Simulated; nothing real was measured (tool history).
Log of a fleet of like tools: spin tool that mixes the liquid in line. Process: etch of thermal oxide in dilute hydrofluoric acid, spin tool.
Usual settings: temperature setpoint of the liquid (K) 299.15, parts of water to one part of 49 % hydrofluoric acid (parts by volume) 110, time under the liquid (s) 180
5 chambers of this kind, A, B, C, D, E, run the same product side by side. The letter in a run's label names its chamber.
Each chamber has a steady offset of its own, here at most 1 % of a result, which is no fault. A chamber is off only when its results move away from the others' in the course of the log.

| run | hour | temperature setpoint of the liquid (K) | parts of water to one part of 49 % hydrofluoric acid (parts by volume) | time under the liquid (s) | hours since the thermometer was replaced | hours since the hydrofluoric acid flow meter was replaced | read-back film thickness of the thermal oxide reference wafer, read on the same gauge (nm) | thickness taken off the thermal oxide on a monitor wafer (angstrom) |
|---|---|---|---|---|---|---|---|---|
| 1D | 11.4 | 299.15 | 110 | 180 | 987.6 | 589.7 | 69.988 | 80.953 |
| 2E | 19.8 | 299.15 | 110 | 180 | 1459.0 | 1265.8 | 70.006 | 80.715 |
| 3A | 29.6 | 299.15 | 110 | 180 | 1391.0 | 241.7 | 69.978 | 82.460 |
| 4B | 36.3 | 299.15 | 110 | 180 | 41.7 | 929.7 | 69.995 | 81.754 |
| 5C | 43.2 | 299.15 | 155 | 180 | 523.3 | 421.5 | 70.004 | 54.956 |
| 6E | 52.8 | 299.15 | 155 | 180 | 1492.0 | 1298.8 | 69.980 | 54.718 |
| 7D | 59.7 | 299.15 | 155 | 180 | 1035.9 | 638.0 | 70.012 | 54.829 |
|  | 65.3 | chamber C: hydrofluoric acid flow meter replaced |
| 8B | 67.5 | 299.15 | 155 | 180 | 72.9 | 960.9 | 69.998 | 53.676 |
| 9A | 72.9 | 299.15 | 155 | 180 | 1434.3 | 285.0 | 69.975 | 55.343 |
| 10C | 83.8 | 299.15 | 60 | 180 | 563.9 | 18.6 | 69.997 | 162.660 |
| 11B | 92.3 | 299.15 | 60 | 180 | 97.7 | 985.7 | 69.998 | 159.620 |
| 12E | 100.8 | 299.15 | 60 | 180 | 1540.0 | 1346.8 | 69.982 | 158.770 |
| 13A | 109.8 | 299.15 | 60 | 180 | 1471.2 | 321.9 | 70.028 | 158.910 |
| 14C | 120.3 | 299.15 | 60 | 180 | 600.4 | 55.1 | 70.029 | 159.210 |
| 15D | 129.5 | 299.15 | 110 | 180 | 1105.7 | 707.8 | 70.020 | 81.837 |
| 16E | 138.0 | 295.65 | 110 | 80 | 1577.2 | 1384.0 | 70.014 | 30.956 |
| 17D | 147.1 | 295.65 | 110 | 80 | 1123.3 | 725.4 | 70.012 | 31.658 |
|  | 154.0 | chamber C: thermometer replaced |
| 18C | 157.2 | 295.65 | 110 | 80 | 3.2 | 92.0 | 69.969 | 31.820 |
| 19B | 168.5 | 295.65 | 110 | 80 | 173.9 | 1061.9 | 70.018 | 31.578 |
| 20A | 179.6 | 295.65 | 110 | 80 | 1541.0 | 391.7 | 69.954 | 31.418 |
| 21D | 186.2 | 299.15 | 110 | 180 | 1162.4 | 764.5 | 69.974 | 82.593 |
| 22E | 196.7 | 299.15 | 110 | 180 | 1635.9 | 1442.7 | 69.936 | 78.569 |
| 23A | 204.8 | 299.15 | 110 | 180 | 1566.2 | 416.9 | 70.026 | 81.596 |
| 24B | 214.7 | 299.15 | 110 | 180 | 220.1 | 1108.1 | 69.998 | 80.484 |
| 25C | 221.5 | 299.15 | 110 | 180 | 67.5 | 156.3 | 70.018 | 81.600 |
| 26E | 232.3 | 299.15 | 110 | 180 | 1671.5 | 1478.3 | 70.003 | 78.924 |
| 27D | 242.5 | 299.15 | 110 | 180 | 1218.7 | 820.8 | 70.050 | 80.180 |
| 28C | 248.7 | 299.15 | 110 | 180 | 94.7 | 183.5 | 69.993 | 82.170 |
| 29B | 257.5 | 299.15 | 110 | 180 | 262.9 | 1150.9 | 70.023 | 81.430 |
| 30A | 268.7 | 299.15 | 110 | 180 | 1630.1 | 480.8 | 69.996 | 80.480 |
| 31D | 274.3 | 299.15 | 110 | 180 | 1250.5 | 852.6 | 69.947 | 80.858 |
| 32A | 279.4 | 299.15 | 110 | 180 | 1640.8 | 491.5 | 69.983 | 81.997 |
| 33C | 290.4 | 299.15 | 110 | 180 | 136.4 | 225.2 | 69.972 | 81.053 |
| 34E | 299.6 | 299.15 | 110 | 180 | 1738.8 | 1545.6 | 70.003 | 74.861 |
| 35B | 311.0 | 299.15 | 110 | 180 | 316.4 | 1204.4 | 70.009 | 80.646 |
| 36D | 320.7 | 299.15 | 110 | 180 | 1296.9 | 899.0 | 70.006 | 80.200 |

All 5 chambers run these settings next. Forecast each chamber's results:
| 37A | 328.8 | 299.15 | 110 | 180 |  |  |  | ? |
| 37B | 328.8 | 299.15 | 110 | 180 |  |  |  | ? |
| 37C | 328.8 | 299.15 | 110 | 180 |  |  |  | ? |
| 37D | 328.8 | 299.15 | 110 | 180 |  |  |  | ? |
| 37E | 328.8 | 299.15 | 110 | 180 |  |  |  | ? |

| run | thickness taken off the thermal oxide on a monitor wafer (angstrom) |
|---|---|
| 37A | 81.356 |
| 37B | 82.343 |
| 37C | 81.500 |
| 37D | 80.226 |
| 37E | 75.514 |

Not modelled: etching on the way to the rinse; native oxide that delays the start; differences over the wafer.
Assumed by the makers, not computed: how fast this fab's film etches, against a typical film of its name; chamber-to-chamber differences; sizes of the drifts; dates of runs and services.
